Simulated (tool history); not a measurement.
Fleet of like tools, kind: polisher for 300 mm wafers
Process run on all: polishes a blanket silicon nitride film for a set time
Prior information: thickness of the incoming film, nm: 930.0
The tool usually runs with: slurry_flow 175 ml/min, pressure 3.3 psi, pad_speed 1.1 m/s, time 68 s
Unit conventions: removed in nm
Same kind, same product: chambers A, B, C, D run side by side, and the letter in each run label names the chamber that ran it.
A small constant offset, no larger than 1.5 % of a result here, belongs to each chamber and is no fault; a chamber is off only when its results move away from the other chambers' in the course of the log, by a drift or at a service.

run,hour,slurry_flow,pressure,pad_speed,time,removed
1B,6.6,175,3.3,1.1,68,135.82
2C,13.9,175,3.3,1.1,68,135.29
# hour 18: chamber A: worn pad replaced by a new one
3D,27.9,175,3.3,1.1,68,134.09
4A,36.6,175,3.3,1.1,68,135.12
5B,47.4,175,3.3,1.1,68,133.8
# hour 52: chamber B: worn pad replaced by a new one
6D,58.3,175,3.3,1.1,68,135.21
# hour 60: chamber C: worn pad replaced by a new one
7A,70.9,175,3.3,1.1,68,134.81
# hour 75.7: chamber A: worn pad replaced by a new one
8C,82.7,175,3.3,1.1,68,136.63
# hour 82.8: chamber C: head pressure recalibrated
9A,89.9,175,3.3,1.1,68,134.95
10D,96.4,175,3.3,1.1,68,133.71
11B,104.5,175,3.3,1.1,68,134.52
# hour 112: chamber A: slurry nozzle cleaned
12C,113.2,175,3.3,1.1,68,136.35
13C,122.3,175,3.3,1.1,68,135.34
14A,134.1,175,3.3,1.1,68,135.81
# hour 136: chamber C: worn pad replaced by a new one
# hour 141.2: chamber A: worn pad replaced by a new one
15D,143.5,175,3.3,1.1,68,132.66
# hour 148.2: chamber B: worn pad replaced by a new one
# hour 151.2: chamber D: slurry nozzle cleaned
16B,155.4,175,3.3,1.1,68,134.93
17B,168.9,175,3.3,1.1,68,134.04
18D,176.9,175,3.3,1.1,68,133.58
19A,186.7,175,3.3,1.1,68,134.5
20C,196.4,175,3.3,1.1,68,138.09
# hour 204.8: chamber A: worn pad replaced by a new one
21A,208.6,175,3.3,1.1,68,135.86
22C,219.8,175,3.3,1.1,68,138.43
# hour 233.3: chamber C: worn pad replaced by a new one
23B,234.1,175,3.3,0.84,68,108.33
24D,242.4,175,3.3,0.84,68,106.57
# hour 243: chamber B: worn pad replaced by a new one
25B,248.7,175,3.3,0.84,68,107.76
26C,261.5,175,3.3,0.84,68,109.2
# hour 264.6: chamber D: head pressure recalibrated
27D,271,175,3.3,1.1,68,130.89
# hour 278.8: chamber A: worn pad replaced by a new one
28A,282.3,175,3.3,1.1,68,135.49
29B,295.4,130,2.5,1.1,68,95.731
30D,304,130,2.5,1.1,68,93.039
31C,311.8,130,2.5,1.1,68,97.564
32A,322.1,130,2.5,1.1,68,98.742

All chambers now run identical settings, listed one chamber a line with results as question marks. What results will each chamber show?
33A,332.4,175,3.3,1.28,68,?
33B,332.4,175,3.3,1.28,68,?
33C,332.4,175,3.3,1.28,68,?
33D,332.4,175,3.3,1.28,68,?

run,removed
33A,151.61
33B,150.77
33C,155.48
33D,144.78
